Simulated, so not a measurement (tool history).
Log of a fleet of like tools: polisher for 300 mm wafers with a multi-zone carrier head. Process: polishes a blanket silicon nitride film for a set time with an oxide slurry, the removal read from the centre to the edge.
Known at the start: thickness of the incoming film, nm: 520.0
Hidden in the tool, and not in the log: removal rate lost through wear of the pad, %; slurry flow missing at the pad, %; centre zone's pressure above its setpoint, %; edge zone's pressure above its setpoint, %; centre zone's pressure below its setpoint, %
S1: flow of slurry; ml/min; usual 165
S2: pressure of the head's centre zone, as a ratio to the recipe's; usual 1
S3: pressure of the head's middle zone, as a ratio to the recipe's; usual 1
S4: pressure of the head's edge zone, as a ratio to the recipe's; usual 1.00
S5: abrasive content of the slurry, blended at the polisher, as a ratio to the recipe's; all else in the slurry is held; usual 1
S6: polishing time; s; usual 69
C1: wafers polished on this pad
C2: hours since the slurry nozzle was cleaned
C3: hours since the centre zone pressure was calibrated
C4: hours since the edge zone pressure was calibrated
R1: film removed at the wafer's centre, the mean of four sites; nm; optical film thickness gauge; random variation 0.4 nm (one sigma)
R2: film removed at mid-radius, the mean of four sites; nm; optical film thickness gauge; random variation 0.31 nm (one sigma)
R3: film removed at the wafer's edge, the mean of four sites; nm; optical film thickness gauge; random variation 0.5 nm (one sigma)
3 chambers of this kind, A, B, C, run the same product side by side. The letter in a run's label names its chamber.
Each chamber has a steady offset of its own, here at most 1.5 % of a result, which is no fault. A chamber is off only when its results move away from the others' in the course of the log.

| run | hour | S1 | S2 | S3 | S4 | S5 | S6 | C1 | C2 | C3 | C4 | R1 | R2 | R3 |
|---|---|---|---|---|---|---|---|---|---|---|---|---|---|---|
| 1A | 9.6 | 165 | 1 | 1 | 1.00 | 1 | 69 | 480 | 326.3 | 207.4 | 1049.5 | 45.697 | 45.575 | 45.707 |
|  | 13.6 | chamber C: slurry nozzle cleaned |
|  | 13.8 | chamber C: worn pad replaced by a new one |
| 2B | 17.8 | 165 | 1 | 1 | 1.00 | 1 | 69 | 487 | 291.2 | 63.1 | 35.2 | 46.392 | 45.948 | 44.729 |
| 3C | 29.1 | 165 | 1 | 1 | 1.00 | 1 | 69 | 160 | 15.6 | 124.0 | 304.7 | 45.871 | 46.162 | 45.163 |
| 4B | 35.0 | 165 | 1 | 1 | 1.00 | 1 | 69 | 667 | 308.4 | 80.3 | 52.4 | 45.717 | 45.823 | 45.730 |
| 5A | 45.3 | 165 | 1 | 1 | 1.00 | 1 | 69 | 853 | 362.0 | 243.1 | 1085.2 | 44.473 | 46.013 | 45.391 |
| 6C | 58.4 | 165 | 1 | 1 | 1.00 | 1 | 69 | 467 | 44.9 | 153.3 | 334.0 | 46.141 | 45.322 | 45.526 |
| 7C | 64.7 | 165 | 1 | 1 | 1.00 | 1 | 69 | 533 | 51.2 | 159.6 | 340.3 | 45.945 | 46.214 | 45.275 |
|  | 69.8 | chamber A: worn pad replaced by a new one |
|  | 75.8 | chamber C: worn pad replaced by a new one |
| 8A | 77.3 | 165 | 1 | 1 | 1.00 | 1 | 69 | 78 | 394.0 | 275.1 | 1117.2 | 45.228 | 45.410 | 46.243 |
| 9B | 84.1 | 165 | 1 | 1 | 1.00 | 1 | 69 | 1181 | 357.5 | 129.4 | 101.5 | 44.805 | 44.938 | 43.607 |
| 10B | 95.4 | 165 | 1 | 1 | 1.00 | 1 | 69 | 1300 | 368.8 | 140.7 | 112.8 | 45.971 | 44.795 | 43.900 |
| 11C | 108.6 | 165 | 1 | 1 | 1.00 | 1 | 69 | 343 | 95.1 | 203.5 | 384.2 | 45.746 | 45.181 | 45.216 |
| 12A | 120.4 | 165 | 1 | 1 | 1.00 | 1 | 69 | 530 | 437.1 | 318.2 | 1160.3 | 44.986 | 45.372 | 45.327 |
| 13B | 131.0 | 215 | 1 | 1 | 1.06 | 1 | 69 | 1672 | 404.4 | 176.3 | 148.4 | 46.746 | 46.294 | 46.346 |
|  | 139.2 | chamber C: worn pad replaced by a new one |
| 14C | 141.2 | 215 | 1 | 1 | 1.06 | 1 | 69 | 21 | 127.7 | 236.1 | 416.8 | 48.631 | 47.700 | 47.815 |
|  | 142.4 | chamber C: edge zone pressure recalibrated |
| 15A | 147.8 | 215 | 1 | 1 | 1.06 | 1 | 69 | 816 | 464.5 | 345.6 | 1187.7 | 47.033 | 47.999 | 49.412 |
| 16C | 160.2 | 165 | 1 | 1 | 1.00 | 1 | 69 | 220 | 146.7 | 255.1 | 17.9 | 46.106 | 46.491 | 45.098 |
| 17A | 168.9 | 165 | 1 | 1 | 1.00 | 1 | 69 | 1037 | 485.6 | 366.7 | 1208.8 | 44.711 | 45.966 | 46.149 |
| 18B | 174.7 | 165 | 1 | 1 | 1.00 | 1 | 69 | 2130 | 448.1 | 220.0 | 192.1 | 42.965 | 43.564 | 43.370 |
| 19A | 184.6 | 165 | 1 | 1 | 1.00 | 1 | 69 | 1202 | 501.3 | 382.4 | 1224.5 | 45.518 | 45.672 | 45.059 |
| 20B | 194.7 | 165 | 1 | 1 | 1.00 | 1 | 69 | 2339 | 468.1 | 240.0 | 212.1 | 43.717 | 43.166 | 42.733 |

What goes on in this fleet: one chamber off, a drifting gauge, or nothing beyond the chambers' own small offsets? Name the chamber and the cause, if any.

Chamber B drifts away from the others.
Cause: removal rate lost through wear of the pad, % = 6.47.
The log may not tell that from: slurry flow missing at the pad, %.

Here are 4 candidates for chamber B's next run, each the usual settings with a change, their results left as question marks. Which one brings its results back in line with what the others give on the usual settings?
In line means no further than this from the other chambers' mean on the usual settings: R1 1.400 nm; R2 1.100 nm; R3 1.700 nm
| 21B-1 | 204.2 | 165 | 1.01 | 1 | 0.99 | 1 | 65 |  |  |  |  | ? | ? | ? |
| 21B-2 | 204.2 | 165 | 1.00 | 1 | 1.00 | 1 | 70 |  |  |  |  | ? | ? | ? |
| 21B-3 | 204.2 | 165 | 1.00 | 1 | 1.00 | 1 | 68 |  |  |  |  | ? | ? | ? |
| 21B-4 | 204.2 | 165 | 0.99 | 1 | 1.01 | 1 | 73 |  |  |  |  | ? | ? | ? |

The other chambers' mean on the usual settings: R1 45.334 nm; R2 45.622 nm; R3 45.118 nm
| run | R1 | R2 | R3 |
|---|---|---|---|
| 21B-1 | 41.182 | 40.363 | 39.798 |
| 21B-2 | 43.865 | 43.470 | 43.084 |
| 21B-3 | 42.612 | 42.228 | 41.853 |
| 21B-4 | 45.240 | 45.334 | 45.165 |
21B-4 brings the chamber back in line.

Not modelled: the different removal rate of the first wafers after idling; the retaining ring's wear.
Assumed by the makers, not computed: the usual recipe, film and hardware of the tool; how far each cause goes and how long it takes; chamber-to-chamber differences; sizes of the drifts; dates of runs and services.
